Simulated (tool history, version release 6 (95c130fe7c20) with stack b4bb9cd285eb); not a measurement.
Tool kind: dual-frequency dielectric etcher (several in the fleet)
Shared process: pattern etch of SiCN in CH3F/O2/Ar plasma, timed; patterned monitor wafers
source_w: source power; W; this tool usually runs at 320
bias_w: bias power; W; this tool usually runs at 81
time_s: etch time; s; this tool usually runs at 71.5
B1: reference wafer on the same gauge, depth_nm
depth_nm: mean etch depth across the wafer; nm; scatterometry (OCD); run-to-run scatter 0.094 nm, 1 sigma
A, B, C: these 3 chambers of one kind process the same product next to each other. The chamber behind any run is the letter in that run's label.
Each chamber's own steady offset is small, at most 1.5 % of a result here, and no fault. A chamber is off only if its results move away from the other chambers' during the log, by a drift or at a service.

{"run": "1B", "hour": 2.8, "source_w": 320, "bias_w": 81, "time_s": 71.5, "B1": 27.973, "depth_nm": 25.858}
{"run": "2C", "hour": 7.9, "source_w": 320, "bias_w": 81, "time_s": 71.5, "B1": 27.992, "depth_nm": 25.802}
{"run": "3A", "hour": 10.6, "source_w": 320, "bias_w": 81, "time_s": 71.5, "B1": 28.016, "depth_nm": 25.725}
{"run": "4B", "hour": 13.6, "source_w": 320, "bias_w": 81, "time_s": 71.5, "B1": 28.008, "depth_nm": 26.086}
{"run": "5C", "hour": 18.4, "source_w": 320, "bias_w": 81, "time_s": 71.5, "B1": 28.01, "depth_nm": 25.553}
{"run": "6A", "hour": 21.2, "source_w": 400, "bias_w": 81, "time_s": 91.5, "B1": 27.996, "depth_nm": 36.016}
{"run": "7C", "hour": 26.2, "source_w": 400, "bias_w": 81, "time_s": 91.5, "B1": 28.007, "depth_nm": 35.681}
{"run": "8A", "hour": 30.2, "source_w": 400, "bias_w": 81, "time_s": 91.5, "B1": 28.006, "depth_nm": 35.901}
{"run": "9B", "hour": 33.7, "source_w": 320, "bias_w": 81, "time_s": 71.5, "B1": 27.992, "depth_nm": 25.977}
{"run": "10B", "hour": 36.8, "source_w": 270, "bias_w": 81, "time_s": 64, "B1": 27.999, "depth_nm": 21.803}
{"hour": 38.1, "done": "chamber C: wet clean of the chamber"}
{"run": "11A", "hour": 40.6, "source_w": 270, "bias_w": 81, "time_s": 64, "B1": 28.004, "depth_nm": 21.659}
{"run": "12C", "hour": 43.2, "source_w": 270, "bias_w": 81, "time_s": 64, "B1": 27.994, "depth_nm": 21.556}
{"run": "13C", "hour": 46.0, "source_w": 320, "bias_w": 81, "time_s": 71.5, "B1": 27.982, "depth_nm": 25.658}
{"run": "14B", "hour": 49.2, "source_w": 320, "bias_w": 81, "time_s": 71.5, "B1": 27.991, "depth_nm": 25.751}
{"run": "15A", "hour": 53.4, "source_w": 320, "bias_w": 81, "time_s": 71.5, "B1": 27.966, "depth_nm": 25.865}
{"run": "16C", "hour": 58.4, "source_w": 320, "bias_w": 81, "time_s": 71.5, "B1": 27.977, "depth_nm": 25.692}
{"run": "17A", "hour": 62.9, "source_w": 320, "bias_w": 81, "time_s": 71.5, "B1": 27.981, "depth_nm": 25.601}
{"run": "18B", "hour": 67.2, "source_w": 290, "bias_w": 81, "time_s": 71.5, "B1": 28.023, "depth_nm": 24.639}
{"run": "19B", "hour": 70.9, "source_w": 290, "bias_w": 81, "time_s": 71.5, "B1": 28.006, "depth_nm": 24.46}
{"run": "20C", "hour": 73.8, "source_w": 290, "bias_w": 81, "time_s": 71.5, "B1": 28.002, "depth_nm": 24.784}
{"run": "21A", "hour": 78.6, "source_w": 320, "bias_w": 81, "time_s": 71.5, "B1": 28.006, "depth_nm": 25.774}
{"run": "22A", "hour": 81.8, "source_w": 320, "bias_w": 81, "time_s": 71.5, "B1": 27.993, "depth_nm": 25.859}
{"run": "23C", "hour": 85.2, "source_w": 320, "bias_w": 81, "time_s": 71.5, "B1": 28.006, "depth_nm": 25.581}
{"run": "24B", "hour": 90.2, "source_w": 320, "bias_w": 81, "time_s": 71.5, "B1": 28.003, "depth_nm": 25.065}

One chamber off, gauge drift, or nothing amiss beyond the chambers' own small offsets? If it is a chamber, which one, and what is the likeliest cause?

One chamber, B, drifts off from the rest bit by bit.
Most likely cause: etch rate under this chamber's usual, % = 3.49.

Chamber B could run next with any of the 4 candidate recipes listed below; each alters the usual settings, and their results appear as question marks. Which one brings its results back in line with what the other chambers deliver on the usual settings?
Allowed miss from the other chambers' usual-settings mean, per result, to count as in line: depth_nm 0.33 nm
{"run": "25B-1", "hour": 93.9, "source_w": 320, "bias_w": 71, "time_s": 71.5, "depth_nm": "?"}
{"run": "25B-2", "hour": 93.9, "source_w": 320, "bias_w": 81, "time_s": 73, "depth_nm": "?"}
{"run": "25B-3", "hour": 93.9, "source_w": 320, "bias_w": 82, "time_s": 74.5, "depth_nm": "?"}
{"run": "25B-4", "hour": 93.9, "source_w": 310, "bias_w": 78, "time_s": 71.5, "depth_nm": "?"}

Mean of the other chambers on the usual settings: depth_nm 25.728 nm
run=25B-1 depth_nm=23.93
run=25B-2 depth_nm=25.623
run=25B-3 depth_nm=26.268
run=25B-4 depth_nm=24.464
The right change is 25B-2: it brings the chamber back within the allowed miss of the others.

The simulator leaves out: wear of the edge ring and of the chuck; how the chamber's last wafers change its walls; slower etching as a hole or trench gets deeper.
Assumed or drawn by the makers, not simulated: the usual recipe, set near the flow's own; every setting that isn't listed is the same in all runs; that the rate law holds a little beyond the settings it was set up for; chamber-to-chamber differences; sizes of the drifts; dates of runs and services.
